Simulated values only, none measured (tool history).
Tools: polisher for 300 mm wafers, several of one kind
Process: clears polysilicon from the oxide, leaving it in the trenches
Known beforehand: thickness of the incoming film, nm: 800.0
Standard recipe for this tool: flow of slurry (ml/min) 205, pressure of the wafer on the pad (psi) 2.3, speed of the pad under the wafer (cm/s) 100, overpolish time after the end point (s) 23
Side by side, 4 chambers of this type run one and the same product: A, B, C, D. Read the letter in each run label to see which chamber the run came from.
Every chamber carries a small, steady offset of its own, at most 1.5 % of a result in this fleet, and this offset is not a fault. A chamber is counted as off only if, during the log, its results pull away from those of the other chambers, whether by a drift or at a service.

| run | day | flow of slurry (ml/min) | pressure of the wafer on the pad (psi) | speed of the pad under the wafer (cm/s) | overpolish time after the end point (s) | wafers polished on this pad | hours since the slurry nozzle was cleaned | hours since the head pressure was calibrated | time until the end point was called (s) | dishing of a wide line in a test structure (nm) |
|---|---|---|---|---|---|---|---|---|---|---|
|  | 0.021 | chamber D: worn pad replaced by a new one |
| 1D | 0.412 | 205 | 2.3 | 100 | 23 | 108 | 970.4 | 348.8 | 70.182 | 72.568 |
|  | 0.875 | chamber D: slurry nozzle cleaned |
| 2A | 0.888 | 205 | 2.3 | 100 | 23 | 567 | 33.9 | 926.0 | 69.784 | 73.521 |
| 3C | 1.471 | 205 | 2.3 | 100 | 23 | 498 | 223.7 | 80.1 | 69.384 | 73.565 |
| 4B | 1.912 | 205 | 2.3 | 100 | 23 | 981 | 471.2 | 753.9 | 70.793 | 75.167 |
|  | 2.196 | chamber B: worn pad replaced by a new one |
|  | 2.208 | chamber A: worn pad replaced by a new one |
|  | 2.421 | chamber C: slurry nozzle cleaned |
| 5C | 2.521 | 205 | 2.3 | 100 | 23 | 789 | 2.5 | 105.3 | 69.003 | 73.127 |
| 6A | 2.867 | 205 | 2.3 | 100 | 23 | 183 | 81.4 | 973.5 | 70.244 | 72.933 |
| 7B | 3.192 | 205 | 2.3 | 100 | 23 | 277 | 501.9 | 784.6 | 70.209 | 71.814 |
| 8D | 3.558 | 205 | 2.3 | 100 | 23 | 981 | 64.5 | 424.3 | 69.294 | 75.197 |
| 9B | 4.208 | 160 | 2.3 | 100 | 33 | 558 | 526.3 | 809.0 | 71.476 | 74.755 |
| 10C | 4.754 | 160 | 2.3 | 100 | 33 | 1408 | 56.1 | 158.9 | 73.396 | 75.180 |
|  | 4.958 | chamber C: worn pad replaced by a new one |
|  | 5.058 | chamber D: worn pad replaced by a new one |
| 11D | 5.158 | 160 | 2.3 | 100 | 33 | 27 | 102.9 | 462.7 | 71.060 | 75.633 |
|  | 5.525 | chamber B: worn pad replaced by a new one |
| 12A | 5.658 | 160 | 2.3 | 100 | 33 | 957 | 148.4 | 1040.5 | 71.635 | 74.659 |
|  | 5.867 | chamber A: worn pad replaced by a new one |
| 13D | 6.079 | 205 | 2.3 | 100 | 23 | 283 | 125.0 | 484.8 | 70.526 | 73.243 |
|  | 6.333 | chamber A: head pressure recalibrated |
| 14B | 6.538 | 205 | 2.3 | 100 | 23 | 281 | 582.2 | 864.9 | 69.837 | 73.640 |
|  | 6.821 | chamber B: slurry nozzle cleaned |
| 15A | 6.954 | 205 | 2.3 | 100 | 23 | 302 | 179.5 | 15.0 | 68.588 | 73.473 |
| 16C | 7.475 | 205 | 2.3 | 100 | 23 | 697 | 121.4 | 224.2 | 69.583 | 71.444 |
| 17D | 7.812 | 205 | 2.3 | 100 | 23 | 763 | 166.6 | 526.4 | 69.191 | 75.500 |
| 18A | 8.412 | 205 | 2.3 | 100 | 23 | 706 | 214.5 | 50.0 | 69.505 | 72.818 |
| 19C | 8.979 | 205 | 2.3 | 100 | 23 | 1114 | 157.5 | 260.3 | 70.122 | 73.722 |
| 20B | 9.350 | 205 | 2.3 | 100 | 23 | 1060 | 60.8 | 932.4 | 70.206 | 74.373 |
|  | 9.425 | chamber B: worn pad replaced by a new one |
|  | 9.438 | chamber C: worn pad replaced by a new one |
|  | 9.575 | chamber D: worn pad replaced by a new one |
|  | 9.875 | chamber A: worn pad replaced by a new one |
|  | 9.938 | chamber D: head pressure recalibrated |
|  | 9.954 | chamber A: slurry nozzle cleaned |
| 21A | 10.004 | 205 | 2.3 | 100 | 23 | 35 | 1.2 | 88.2 | 68.966 | 73.521 |
| 22D | 10.471 | 205 | 2.3 | 100 | 23 | 249 | 230.4 | 12.8 | 69.473 | 73.969 |
| 23B | 10.862 | 205 | 2.3 | 100 | 33 | 399 | 97.1 | 968.7 | 70.226 | 74.851 |
| 24C | 11.454 | 205 | 2.3 | 100 | 33 | 559 | 216.9 | 319.7 | 68.844 | 75.212 |
| 25D | 12.088 | 205 | 2.3 | 100 | 33 | 697 | 269.2 | 51.6 | 69.354 | 76.259 |
| 26A | 12.650 | 205 | 2.3 | 100 | 33 | 769 | 64.7 | 151.7 | 69.079 | 74.273 |
| 27B | 13.088 | 205 | 2.3 | 100 | 23 | 1016 | 150.5 | 1022.1 | 68.691 | 75.447 |
|  | 13.112 | chamber A: worn pad replaced by a new one |
|  | 13.233 | chamber B: worn pad replaced by a new one |
| 28C | 13.467 | 205 | 2.3 | 100 | 23 | 1117 | 265.2 | 368.0 | 70.001 | 72.028 |
| 29D | 13.862 | 225 | 2.3 | 100 | 17 | 1189 | 311.8 | 94.2 | 69.385 | 71.043 |
| 30C | 14.242 | 225 | 2.3 | 100 | 17 | 1332 | 283.8 | 386.6 | 69.033 | 68.698 |
|  | 14.325 | chamber D: worn pad replaced by a new one |
|  | 14.354 | chamber C: worn pad replaced by a new one |
| 31A | 14.567 | 225 | 2.3 | 100 | 17 | 403 | 110.7 | 197.7 | 69.664 | 70.507 |
| 32B | 14.896 | 225 | 2.3 | 100 | 17 | 462 | 193.9 | 1065.5 | 68.237 | 73.215 |
| 33D | 15.308 | 205 | 2.3 | 100 | 23 | 273 | 346.5 | 128.9 | 70.480 | 74.050 |
|  | 15.954 | chamber C: slurry nozzle cleaned |
| 34C | 15.979 | 205 | 2.3 | 100 | 23 | 450 | 0.7 | 428.3 | 68.955 | 74.696 |
|  | 16.621 | chamber A: worn pad replaced by a new one |
| 35B | 16.646 | 205 | 2.3 | 100 | 23 | 947 | 235.9 | 1107.5 | 70.027 | 73.226 |
| 36A | 17.175 | 205 | 2.3 | 74 | 23 | 154 | 173.3 | 260.3 | 95.211 | 68.787 |
| 37C | 17.600 | 205 | 2.3 | 74 | 23 | 900 | 39.6 | 467.2 | 94.387 | 68.189 |
| 38A | 18.175 | 205 | 2.3 | 74 | 23 | 431 | 197.3 | 284.3 | 95.032 | 69.774 |

Is one chamber off against the others, does the gauge drift, or is nothing wrong? If a chamber is off, say which, and what the likeliest cause is.

The fleet is healthy, with each chamber sitting at its usual small offset and no drift in the gauge.

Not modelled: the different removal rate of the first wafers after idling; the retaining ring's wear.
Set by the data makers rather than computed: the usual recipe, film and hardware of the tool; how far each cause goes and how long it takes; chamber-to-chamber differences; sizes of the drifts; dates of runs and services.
